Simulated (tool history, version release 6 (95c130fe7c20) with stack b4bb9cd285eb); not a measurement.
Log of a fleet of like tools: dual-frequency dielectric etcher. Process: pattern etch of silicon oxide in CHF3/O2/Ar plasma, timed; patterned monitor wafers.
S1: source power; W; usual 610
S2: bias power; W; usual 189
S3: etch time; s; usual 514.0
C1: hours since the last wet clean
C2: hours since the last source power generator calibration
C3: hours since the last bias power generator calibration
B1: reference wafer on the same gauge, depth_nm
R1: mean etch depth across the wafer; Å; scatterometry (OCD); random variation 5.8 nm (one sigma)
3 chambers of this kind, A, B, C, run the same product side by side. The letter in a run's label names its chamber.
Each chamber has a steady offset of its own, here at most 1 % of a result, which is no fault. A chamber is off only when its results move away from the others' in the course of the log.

| run | hour | S1 | S2 | S3 | C1 | C2 | C3 | B1 | R1 |
|---|---|---|---|---|---|---|---|---|---|
| 1A | 10.8 | 610 | 189 | 514.0 | 364.7 | 3916.2 | 1871.4 | 989.13 | 10427.0 |
| 2C | 17.2 | 610 | 189 | 514.0 | 119.4 | 1887.3 | 1691.3 | 989.47 | 10537.0 |
| 3B | 27.4 | 610 | 189 | 514.0 | 303.8 | 1858.9 | 752.0 | 988.72 | 10301.0 |
| 4C | 35.3 | 610 | 189 | 514.0 | 137.5 | 1905.4 | 1709.4 | 989.29 | 10508.0 |
| 5A | 47.8 | 610 | 189 | 514.0 | 401.7 | 3953.2 | 1908.4 | 991.38 | 10604.0 |
| 6B | 60.6 | 610 | 189 | 514.0 | 337.0 | 1892.1 | 785.2 | 990.49 | 10308.0 |
| 7A | 66.7 | 610 | 189 | 514.0 | 420.6 | 3972.1 | 1927.3 | 990.84 | 10457.0 |
| 8C | 78.6 | 610 | 189 | 514.0 | 180.8 | 1948.7 | 1752.7 | 990.86 | 10422.0 |
| 9B | 86.1 | 610 | 189 | 514.0 | 362.5 | 1917.6 | 810.7 | 989.25 | 10374.0 |
|  | 92.7 | chamber A: wet clean of the chamber |
| 10C | 97.9 | 610 | 189 | 514.0 | 200.1 | 1968.0 | 1772.0 | 990.77 | 10437.0 |
| 11A | 108.8 | 610 | 189 | 514.0 | 16.2 | 4014.2 | 1969.4 | 990.04 | 10402.0 |
| 12B | 117.7 | 610 | 189 | 514.0 | 394.1 | 1949.2 | 842.3 | 989.28 | 10159.0 |
| 13B | 125.0 | 610 | 189 | 514.0 | 401.4 | 1956.5 | 849.6 | 991.68 | 10383.0 |
| 14C | 133.2 | 610 | 189 | 514.0 | 235.4 | 2003.3 | 1807.3 | 989.59 | 10430.0 |
|  | 136.8 | chamber B: wet clean of the chamber |
| 15A | 143.1 | 610 | 189 | 514.0 | 50.5 | 4048.5 | 2003.7 | 989.60 | 10319.0 |
| 16B | 153.3 | 680 | 189 | 514.0 | 16.6 | 1984.8 | 877.9 | 991.62 | 10372.0 |
| 17A | 163.6 | 680 | 189 | 514.0 | 71.0 | 4069.0 | 2024.2 | 990.09 | 10785.0 |
| 18C | 171.7 | 680 | 189 | 514.0 | 273.9 | 2041.8 | 1845.8 | 990.84 | 10890.0 |
| 19B | 177.7 | 610 | 189 | 514.0 | 41.0 | 2009.2 | 902.3 | 990.10 | 10062.0 |
| 20A | 190.3 | 610 | 189 | 514.0 | 97.7 | 4095.7 | 2050.9 | 989.59 | 10505.0 |
| 21C | 197.5 | 610 | 189 | 514.0 | 299.7 | 2067.6 | 1871.6 | 989.87 | 10405.0 |
| 22C | 205.5 | 610 | 189 | 514.0 | 307.7 | 2075.6 | 1879.6 | 991.17 | 10405.0 |
| 23A | 214.2 | 610 | 211 | 364.5 | 121.6 | 4119.6 | 2074.8 | 990.40 | 7714.2 |
| 24B | 226.4 | 610 | 211 | 364.5 | 89.7 | 2057.9 | 951.0 | 990.99 | 7363.6 |
| 25A | 235.2 | 610 | 211 | 364.5 | 142.6 | 4140.6 | 2095.8 | 990.25 | 7644.5 |
| 26C | 247.3 | 610 | 189 | 514.0 | 349.5 | 2117.4 | 1921.4 | 989.46 | 10426.0 |
| 27B | 255.5 | 610 | 189 | 514.0 | 118.8 | 2087.0 | 980.1 | 989.44 | 9888.2 |
| 28A | 263.8 | 610 | 189 | 514.0 | 171.2 | 4169.2 | 2124.4 | 989.24 | 10399.0 |

Is one chamber off against the others, does the gauge drift, or is nothing wrong? If a chamber is off, say which, and what the likeliest cause is.

A service left chamber B off against the others.
Cause: etch rate under this chamber's usual, % = 3.23.

Here are 4 candidates for chamber B's next run, each the usual settings with a change, their results left as question marks. Which one brings its results back in line with what the others give on the usual settings?
In line means no further than this from the other chambers' mean on the usual settings: R1 200.0 Å
| 29B-1 | 273.0 | 610 | 189 | 509.0 |  |  |  |  | ? |
| 29B-2 | 273.0 | 610 | 187 | 492.5 |  |  |  |  | ? |
| 29B-3 | 273.0 | 610 | 189 | 519.0 |  |  |  |  | ? |
| 29B-4 | 273.0 | 610 | 191 | 535.5 |  |  |  |  | ? |

The other chambers' mean on the usual settings: R1 10448.0 Å
| run | R1 |
|---|---|
| 29B-1 | 9921.7 |
| 29B-2 | 9565.0 |
| 29B-3 | 10117.0 |
| 29B-4 | 10476.0 |
29B-4 brings the chamber back in line.
